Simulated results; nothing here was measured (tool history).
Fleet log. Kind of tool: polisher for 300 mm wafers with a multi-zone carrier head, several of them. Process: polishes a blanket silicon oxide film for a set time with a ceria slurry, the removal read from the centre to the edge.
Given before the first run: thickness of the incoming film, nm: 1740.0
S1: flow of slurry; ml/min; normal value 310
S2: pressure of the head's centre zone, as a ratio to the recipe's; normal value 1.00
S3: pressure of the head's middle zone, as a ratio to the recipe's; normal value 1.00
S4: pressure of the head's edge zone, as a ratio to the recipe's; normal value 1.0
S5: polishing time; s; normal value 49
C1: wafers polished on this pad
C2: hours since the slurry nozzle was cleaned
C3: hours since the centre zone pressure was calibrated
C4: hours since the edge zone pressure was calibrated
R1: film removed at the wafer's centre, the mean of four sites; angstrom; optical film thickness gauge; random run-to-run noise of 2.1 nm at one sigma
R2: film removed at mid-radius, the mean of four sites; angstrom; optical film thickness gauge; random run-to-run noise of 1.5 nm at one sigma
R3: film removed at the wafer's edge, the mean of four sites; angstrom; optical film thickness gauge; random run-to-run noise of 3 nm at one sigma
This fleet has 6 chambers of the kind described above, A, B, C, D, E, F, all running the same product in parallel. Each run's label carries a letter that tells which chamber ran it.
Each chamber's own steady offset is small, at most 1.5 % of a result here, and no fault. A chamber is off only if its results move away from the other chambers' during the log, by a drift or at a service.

At hour 4.3: chamber A: worn pad replaced by a new one.
Run 1F, hour 5.6: usual settings; C1 497; C2 569.0; C3 736.8; C4 230.1. Result: R1 2171.4 angstrom, R2 2193.1 angstrom, R3 2197.1 angstrom.
Run 2E, hour 10.7: usual settings; C1 548; C2 16.6; C3 398.0; C4 281.8. Result: R1 2157.2 angstrom, R2 2166.0 angstrom, R3 2180.7 angstrom.
At hour 13.3: chamber D: slurry nozzle cleaned.
At hour 13.4: chamber A: edge zone pressure recalibrated.
Run 3B, hour 14.1: usual settings; C1 516; C2 204.6; C3 956.1; C4 44.3. Result: R1 2210.3 angstrom, R2 2158.3 angstrom, R3 2084.1 angstrom.
At hour 16.9: chamber B: worn pad replaced by a new one.
Run 4C, hour 19.7: usual settings; C1 278; C2 210.2; C3 126.2; C4 493.9. Result: R1 2166.6 angstrom, R2 2181.4 angstrom, R3 2207.1 angstrom.
Run 5A, hour 25.3: usual settings; C1 267; C2 367.9; C3 352.3; C4 11.9. Result: R1 2192.1 angstrom, R2 2169.3 angstrom, R3 2180.5 angstrom.
Run 6D, hour 31.5: usual settings; C1 632; C2 18.3; C3 522.5; C4 102.5. Result: R1 2190.8 angstrom, R2 2195.1 angstrom, R3 2186.1 angstrom.
At hour 36.2: chamber E: worn pad replaced by a new one.
Run 7E, hour 36.3: usual settings but S3 0.92; C1 1; C2 42.2; C3 423.6; C4 307.4. Result: R1 2174.9 angstrom, R2 1995.5 angstrom, R3 2175.1 angstrom.
Run 8B, hour 40.7: usual settings but S3 0.92; C1 303; C2 231.2; C3 982.7; C4 70.9. Result: R1 2167.0 angstrom, R2 1995.1 angstrom, R3 2179.9 angstrom.
At hour 42.1: chamber F: worn pad replaced by a new one.
At hour 46.2: chamber C: worn pad replaced by a new one.
Run 9A, hour 47.0: usual settings but S3 0.92; C1 544; C2 389.6; C3 374.0; C4 33.6. Result: R1 2191.4 angstrom, R2 2008.2 angstrom, R3 2087.9 angstrom.
Run 10F, hour 52.4: usual settings but S3 0.92; C1 132; C2 615.8; C3 783.6; C4 276.9. Result: R1 2164.9 angstrom, R2 2017.4 angstrom, R3 2187.5 angstrom.
Run 11D, hour 57.1: usual settings but S3 0.92; C1 958; C2 43.9; C3 548.1; C4 128.1. Result: R1 2189.0 angstrom, R2 2009.7 angstrom, R3 2178.4 angstrom.
At hour 60.1: chamber B: worn pad replaced by a new one.
Run 12C, hour 60.6: usual settings but S3 0.92; C1 184; C2 251.1; C3 167.1; C4 534.8. Result: R1 2179.3 angstrom, R2 2036.3 angstrom, R3 2202.4 angstrom.
Run 13A, hour 63.7: usual settings; C1 756; C2 406.3; C3 390.7; C4 50.3. Result: R1 2202.3 angstrom, R2 2169.8 angstrom, R3 2107.2 angstrom.
Run 14C, hour 68.1: usual settings but S2 0.95; C1 279; C2 258.6; C3 174.6; C4 542.3. Result: R1 2055.7 angstrom, R2 2194.6 angstrom, R3 2136.1 angstrom.
Run 15F, hour 74.3: usual settings but S2 0.95; C1 411; C2 637.7; C3 805.5; C4 298.8. Result: R1 2031.6 angstrom, R2 2181.1 angstrom, R3 2196.6 angstrom.
Run 16D, hour 78.3: usual settings but S2 0.95; C1 1228; C2 65.1; C3 569.3; C4 149.3. Result: R1 2099.7 angstrom, R2 2143.6 angstrom, R3 2181.2 angstrom.
At hour 79.6: chamber C: edge zone pressure recalibrated.
At hour 81.8: chamber A: worn pad replaced by a new one.
Run 17B, hour 81.9: usual settings but S2 0.95; C1 277; C2 272.4; C3 1023.9; C4 112.1. Result: R1 2057.2 angstrom, R2 2125.5 angstrom, R3 2164.4 angstrom.
Run 18E, hour 87.1: usual settings but S2 0.95; C1 648; C2 93.0; C3 474.4; C4 358.2. Result: R1 2082.3 angstrom, R2 2204.6 angstrom, R3 2207.6 angstrom.
At hour 90.6: chamber F: slurry nozzle cleaned.
Run 19F, hour 93.2: usual settings but S2 0.95; C1 652; C2 2.6; C3 824.4; C4 317.7. Result: R1 2026.8 angstrom, R2 2194.5 angstrom, R3 2166.8 angstrom.
Run 20D, hour 98.0: usual settings; C1 1479; C2 84.8; C3 589.0; C4 169.0. Result: R1 2142.5 angstrom, R2 2118.5 angstrom, R3 2147.7 angstrom.
At hour 98.2: chamber C: worn pad replaced by a new one.
At hour 101.3: chamber B: worn pad replaced by a new one.
Run 21C, hour 104.2: usual settings; C1 77; C2 294.7; C3 210.7; C4 24.7. Result: R1 2120.8 angstrom, R2 2175.3 angstrom, R3 2207.3 angstrom.
Run 22A, hour 107.2: usual settings; C1 324; C2 449.8; C3 434.2; C4 93.8. Result: R1 2172.7 angstrom, R2 2162.6 angstrom, R3 2116.3 angstrom.
At hour 107.7: chamber E: worn pad replaced by a new one.
At hour 108.5: chamber F: worn pad replaced by a new one.
Run 23E, hour 110.5: usual settings; C1 35; C2 116.4; C3 497.8; C4 381.6. Result: R1 2231.1 angstrom, R2 2191.8 angstrom, R3 2163.4 angstrom.
Run 24B, hour 114.0: usual settings but S4 1.1, S5 38 s; C1 162; C2 304.5; C3 1056.0; C4 144.2. Result: R1 1710.3 angstrom, R2 1667.0 angstrom, R3 1770.9 angstrom.
Run 25E, hour 117.1: usual settings but S4 1.1, S5 38 s; C1 120; C2 123.0; C3 504.4; C4 388.2. Result: R1 1681.3 angstrom, R2 1696.8 angstrom, R3 1807.9 angstrom.
Run 26A, hour 123.3: usual settings but S4 1.1, S5 38 s; C1 529; C2 465.9; C3 450.3; C4 109.9. Result: R1 1674.8 angstrom, R2 1678.6 angstrom, R3 1760.3 angstrom.
Run 27D, hour 129.1: usual settings but S4 1.1, S5 38 s; C1 1875; C2 115.9; C3 620.1; C4 200.1. Result: R1 1657.1 angstrom, R2 1585.6 angstrom, R3 1735.4 angstrom.
Run 28F, hour 133.2: usual settings but S4 1.1, S5 38 s; C1 314; C2 42.6; C3 864.4; C4 357.7. Result: R1 1689.5 angstrom, R2 1691.2 angstrom, R3 1746.4 angstrom.
At hour 134.1: chamber E: centre zone pressure recalibrated.
Run 29C, hour 136.3: usual settings but S4 1.1, S5 38 s; C1 486; C2 326.8; C3 242.8; C4 56.8. Result: R1 1673.7 angstrom, R2 1698.8 angstrom, R3 1774.0 angstrom.
At hour 138.5: chamber B: worn pad replaced by a new one.
Run 30B, hour 140.1: usual settings; C1 21; C2 330.6; C3 1082.1; C4 170.3. Result: R1 2191.4 angstrom, R2 2129.7 angstrom, R3 2187.5 angstrom.
Run 31C, hour 143.7: usual settings; C1 580; C2 334.2; C3 250.2; C4 64.2. Result: R1 2155.0 angstrom, R2 2202.6 angstrom, R3 2194.2 angstrom.
Run 32A, hour 149.8: usual settings; C1 866; C2 492.4; C3 476.8; C4 136.4. Result: R1 2208.2 angstrom, R2 2166.2 angstrom, R3 2152.5 angstrom.
At hour 150.5: chamber A: worn pad replaced by a new one.
At hour 150.8: chamber C: worn pad replaced by a new one.
Run 33D, hour 155.3: usual settings; C1 2208; C2 142.1; C3 646.3; C4 226.3. Result: R1 2064.0 angstrom, R2 2028.6 angstrom, R3 2015.1 angstrom.
Run 34B, hour 159.7: usual settings; C1 270; C2 350.2; C3 1101.7; C4 189.9. Result: R1 2171.2 angstrom, R2 2171.9 angstrom, R3 2183.7 angstrom.
Run 35F, hour 164.7: usual settings; C1 716; C2 74.1; C3 895.9; C4 389.2. Result: R1 2158.9 angstrom, R2 2148.3 angstrom, R3 2227.2 angstrom.
Run 36E, hour 168.7: usual settings; C1 777; C2 174.6; C3 34.7; C4 439.8. Result: R1 2177.4 angstrom, R2 2162.3 angstrom, R3 2173.6 angstrom.
Run 37E, hour 174.3: usual settings; C1 848; C2 180.2; C3 40.3; C4 445.4. Result: R1 2173.7 angstrom, R2 2196.7 angstrom, R3 2210.4 angstrom.
Run 38A, hour 179.3: usual settings; C1 367; C2 521.9; C3 506.3; C4 165.9. Result: R1 2171.9 angstrom, R2 2147.9 angstrom, R3 2107.4 angstrom.
Run 39D, hour 183.3: usual settings; C1 2565; C2 170.1; C3 674.3; C4 254.3. Result: R1 2019.9 angstrom, R2 1962.0 angstrom, R3 2006.5 angstrom.
Run 40C, hour 187.3: usual settings; C1 464; C2 377.8; C3 293.8; C4 107.8. Result: R1 2163.3 angstrom, R2 2204.9 angstrom, R3 2188.0 angstrom.
Run 41F, hour 191.6: usual settings; C1 1058; C2 101.0; C3 922.8; C4 416.1. Result: R1 2163.8 angstrom, R2 2172.8 angstrom, R3 2194.4 angstrom.

Has any chamber moved away from the others, gradually or after a service, or does the common gauge drift, or do the chambers differ only by their own small steady offsets? State the chamber and the most likely cause if one applies.

It is chamber D that slowly wanders off from its peers.
Cause: removal rate lost through wear of the pad, % = 9.47.

Which of the 4 candidates below, each the usual settings with something changed and its results left as question marks, puts chamber D back in line with what the other chambers give on the usual settings?
A result is in line if it is within this distance of the other chambers' mean on the usual settings: R1 72.0 angstrom; R2 54.0 angstrom; R3 110.0 angstrom
Run 42D-1, hour 196.2: usual settings but S1 315 ml/min, S3 1.01, S5 54 s. Result: R1 ?, R2 ?, R3 ?.
Run 42D-2, hour 196.2: usual settings but S1 315 ml/min, S2 0.99, S3 1.03, S5 59 s. Result: R1 ?, R2 ?, R3 ?.
Run 42D-3, hour 196.2: usual settings but S1 305 ml/min, S2 1.01, S3 0.97, S5 41 s. Result: R1 ?, R2 ?, R3 ?.
Run 42D-4, hour 196.2: usual settings but S1 305 ml/min, S3 0.98, S5 45 s. Result: R1 ?, R2 ?, R3 ?.

Other chambers, usual settings, mean: R1 2177.8 angstrom; R2 2175.8 angstrom; R3 2171.4 angstrom
  run      R1      R2      R3
42D-1  2205.1  2176.7  2197.7
42D-2  2383.1  2422.1  2400.5
42D-3  1686.5  1587.1  1665.8
42D-4  1831.0  1758.7  1828.0
Change 42D-1 lands the chamber within the allowed miss of the other chambers.
